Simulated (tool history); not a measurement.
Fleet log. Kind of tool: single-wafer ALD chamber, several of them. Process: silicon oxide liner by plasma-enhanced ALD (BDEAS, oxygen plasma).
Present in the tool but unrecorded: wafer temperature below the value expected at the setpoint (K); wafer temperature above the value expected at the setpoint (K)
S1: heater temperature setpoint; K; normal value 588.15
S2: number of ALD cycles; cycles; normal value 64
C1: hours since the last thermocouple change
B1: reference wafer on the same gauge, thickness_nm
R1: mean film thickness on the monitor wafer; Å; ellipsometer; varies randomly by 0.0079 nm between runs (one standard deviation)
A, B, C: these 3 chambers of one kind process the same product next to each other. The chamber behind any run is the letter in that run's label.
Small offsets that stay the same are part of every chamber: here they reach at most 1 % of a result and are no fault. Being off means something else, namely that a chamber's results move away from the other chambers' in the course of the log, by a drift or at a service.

{"run": "1C", "day": 0.212, "S1": 588.15, "S2": 64, "C1": 142.5, "B1": 5.3679, "R1": 58.359}
{"run": "2B", "day": 0.412, "S1": 588.15, "S2": 64, "C1": 1607.3, "B1": 5.3674, "R1": 57.655}
{"run": "3A", "day": 0.575, "S1": 588.15, "S2": 64, "C1": 542.4, "B1": 5.3661, "R1": 57.84}
{"run": "4C", "day": 0.725, "S1": 588.15, "S2": 64, "C1": 154.8, "B1": 5.3659, "R1": 58.33}
{"run": "5B", "day": 0.892, "S1": 588.15, "S2": 64, "C1": 1618.8, "B1": 5.3674, "R1": 57.644}
{"run": "6A", "day": 1.092, "S1": 588.15, "S2": 64, "C1": 554.8, "B1": 5.3664, "R1": 57.828}
{"run": "7B", "day": 1.317, "S1": 588.15, "S2": 64, "C1": 1629, "B1": 5.3633, "R1": 57.554}
{"run": "8A", "day": 1.442, "S1": 582.15, "S2": 64, "C1": 563.2, "B1": 5.3635, "R1": 58.522}
{"run": "9C", "day": 1.6, "S1": 582.15, "S2": 64, "C1": 175.8, "B1": 5.3598, "R1": 58.785}
{"run": "10A", "day": 1.712, "S1": 582.15, "S2": 64, "C1": 569.7, "B1": 5.3612, "R1": 58.346}
{"run": "11B", "day": 1.929, "S1": 588.15, "S2": 64, "C1": 1643.7, "B1": 5.3607, "R1": 57.53}
{"run": "12C", "day": 2.038, "S1": 588.15, "S2": 64, "C1": 186.3, "B1": 5.361, "R1": 58.085}
{"run": "13B", "day": 2.246, "S1": 583.15, "S2": 55, "C1": 1651.3, "B1": 5.3609, "R1": 49.882}
{"run": "14A", "day": 2.358, "S1": 583.15, "S2": 55, "C1": 585.2, "B1": 5.3595, "R1": 50.07}
{"run": "15C", "day": 2.562, "S1": 583.15, "S2": 55, "C1": 198.9, "B1": 5.3591, "R1": 50.395}
{"run": "16B", "day": 2.717, "S1": 588.15, "S2": 64, "C1": 1662.6, "B1": 5.3562, "R1": 57.541}
{"run": "17C", "day": 2.912, "S1": 588.15, "S2": 64, "C1": 207.3, "B1": 5.3583, "R1": 58.072}
{"run": "18A", "day": 3.112, "S1": 588.15, "S2": 64, "C1": 603.3, "B1": 5.3557, "R1": 57.821}
{"run": "19B", "day": 3.254, "S1": 582.15, "S2": 56, "C1": 1675.5, "B1": 5.3554, "R1": 50.606}
{"run": "20C", "day": 3.392, "S1": 582.15, "S2": 56, "C1": 218.8, "B1": 5.3549, "R1": 51.339}
{"run": "21A", "day": 3.575, "S1": 582.15, "S2": 56, "C1": 614.4, "B1": 5.354, "R1": 51.046}
{"run": "22A", "day": 3.788, "S1": 588.15, "S2": 64, "C1": 619.5, "B1": 5.3525, "R1": 57.71}
{"run": "23C", "day": 3.933, "S1": 588.15, "S2": 64, "C1": 231.8, "B1": 5.3503, "R1": 58.112}
{"run": "24B", "day": 4.117, "S1": 588.15, "S2": 64, "C1": 1696.2, "B1": 5.3517, "R1": 57.366}
{"run": "25B", "day": 4.217, "S1": 588.15, "S2": 64, "C1": 1698.6, "B1": 5.35, "R1": 57.486}
{"run": "26A", "day": 4.362, "S1": 588.15, "S2": 64, "C1": 633.3, "B1": 5.3498, "R1": 57.802}
{"run": "27C", "day": 4.588, "S1": 588.15, "S2": 64, "C1": 247.5, "B1": 5.3499, "R1": 58.108}
{"run": "28A", "day": 4.775, "S1": 588.15, "S2": 64, "C1": 643.2, "B1": 5.3502, "R1": 57.774}
{"run": "29C", "day": 4.875, "S1": 588.15, "S2": 64, "C1": 254.4, "B1": 5.347, "R1": 58.177}
{"run": "30B", "day": 5.071, "S1": 588.15, "S2": 64, "C1": 1719.1, "B1": 5.3475, "R1": 57.511}
{"run": "31A", "day": 5.175, "S1": 588.15, "S2": 64, "C1": 652.8, "B1": 5.3455, "R1": 57.797}
{"run": "32B", "day": 5.321, "S1": 588.15, "S2": 64, "C1": 1725.1, "B1": 5.345, "R1": 57.442}
{"run": "33C", "day": 5.458, "S1": 588.15, "S2": 64, "C1": 268.4, "B1": 5.3467, "R1": 58.254}
{"run": "34B", "day": 5.558, "S1": 588.15, "S2": 64, "C1": 1730.8, "B1": 5.3447, "R1": 57.441}
{"run": "35C", "day": 5.662, "S1": 588.15, "S2": 64, "C1": 273.3, "B1": 5.3435, "R1": 58.03}
{"run": "36A", "day": 5.846, "S1": 588.15, "S2": 64, "C1": 668.9, "B1": 5.3407, "R1": 57.595}
{"run": "37C", "day": 5.975, "S1": 588.15, "S2": 64, "C1": 280.8, "B1": 5.3414, "R1": 58.099}
{"run": "38B", "day": 6.112, "S1": 579.15, "S2": 64, "C1": 1744.1, "B1": 5.3416, "R1": 58.058}

One chamber off, gauge drift, or nothing amiss beyond the chambers' own small offsets? If it is a chamber, which one, and what is the likeliest cause?

Every chamber seems to shift together because the gauge that measures them all drifts; the chambers themselves are fine.
Most likely cause: gauge reads low (%) = 0.554.

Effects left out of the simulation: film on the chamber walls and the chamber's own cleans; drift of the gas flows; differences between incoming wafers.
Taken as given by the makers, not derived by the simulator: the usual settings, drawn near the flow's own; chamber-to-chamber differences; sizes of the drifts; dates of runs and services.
